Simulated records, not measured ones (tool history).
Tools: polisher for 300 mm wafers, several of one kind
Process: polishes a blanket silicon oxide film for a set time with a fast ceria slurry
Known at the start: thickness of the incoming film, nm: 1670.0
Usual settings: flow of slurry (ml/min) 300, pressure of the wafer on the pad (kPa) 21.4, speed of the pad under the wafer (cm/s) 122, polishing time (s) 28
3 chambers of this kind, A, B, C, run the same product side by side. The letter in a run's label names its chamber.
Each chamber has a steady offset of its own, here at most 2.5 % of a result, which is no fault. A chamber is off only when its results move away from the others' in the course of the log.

run	hour	flow of slurry (ml/min)	pressure of the wafer on the pad (kPa)	speed of the pad under the wafer (cm/s)	polishing time (s)	wafers polished on this pad	hours since the slurry nozzle was cleaned	hours since the head pressure was calibrated	film removed (Å)
1C	3.1	300	21.4	122	28	184	194.8	75.3	4905.0
2B	8.2	300	21.4	122	28	248	176.1	39.9	5057.3
3A	12.6	300	21.4	122	28	1196	176.9	318.5	4918.3
4C	17.6	300	21.4	122	28	382	209.3	89.8	4984.7
5B	20.7	300	21.4	122	28	419	188.6	52.4	5002.5
6A	25.4	300	21.4	122	28	1370	189.7	331.3	4874.9
7B	27.8	300	21.4	122	28	515	195.7	59.5	4978.7
# hour 29.3: chamber A: worn pad replaced by a new one
# hour 30.2: chamber C: worn pad replaced by a new one
8C	32.6	300	21.4	122	28	32	224.3	104.8	4858.1
9A	37.7	300	21.4	122	28	114	202.0	343.6	4899.2
# hour 37.8: chamber B: slurry nozzle cleaned
10B	41.0	300	21.4	122	28	695	3.3	72.7	4930.8
11A	46.0	300	21.4	122	28	228	210.3	351.9	5011.3
12C	48.6	300	21.4	122	28	251	240.3	120.8	4765.7
# hour 48.7: chamber B: worn pad replaced by a new one
13B	52.8	300	21.4	122	28	56	15.1	84.5	4961.5
14A	55.2	300	21.4	122	28	353	219.5	361.1	4913.4
15C	58.6	300	21.4	122	28	387	250.3	130.8	4652.2
16B	61.8	300	21.4	122	28	179	24.1	93.5	4834.3
17C	64.9	300	21.4	122	28	473	256.6	137.1	4660.2
18A	68.9	300	21.4	122	28	540	233.2	374.8	4931.1
# hour 69.3: chamber C: worn pad replaced by a new one
19B	73.3	300	21.4	122	28	336	35.6	105.0	5034.4
20A	76.6	300	21.4	122	28	645	240.9	382.5	4858.3
21C	81.5	300	21.4	122	28	166	273.2	153.7	4491.9
# hour 83.1: chamber A: slurry nozzle cleaned
22C	86.0	300	21.4	122	28	227	277.7	158.2	4393.6
23B	90.6	300	21.4	122	28	572	52.9	122.3	4998.4
24A	95.1	250	21.4	122	34	897	12.0	401.0	5815.1
25B	98.0	250	21.4	122	34	673	60.3	129.7	6060.8
26A	100.3	250	21.4	122	34	968	17.2	406.2	5939.7

Is one chamber off against the others, does the gauge drift, or is nothing wrong? If a chamber is off, say which, and what the likeliest cause is.

Chamber C drifts away from the others.
Cause: head's pressure below its setpoint, % = 11.2.

Here are 4 candidates for chamber C's next run, each the usual settings with a change, their results left as question marks. Which one brings its results back in line with what the others give on the usual settings?
In line means no further than this from the other chambers' mean on the usual settings: film removed (Å) 200.0
27C-1	104.1	300	21.4	130	28				?
27C-2	104.1	300	22.8	122	30				?
27C-3	104.1	295	21.4	106	28				?
27C-4	104.1	300	21.4	114	28				?

The other chambers' mean on the usual settings: film removed (Å) 4945.8
run	film removed (Å)
27C-1	4562.8
27C-2	4888.5
27C-3	3717.4
27C-4	4003.0
27C-2 brings the chamber back in line.
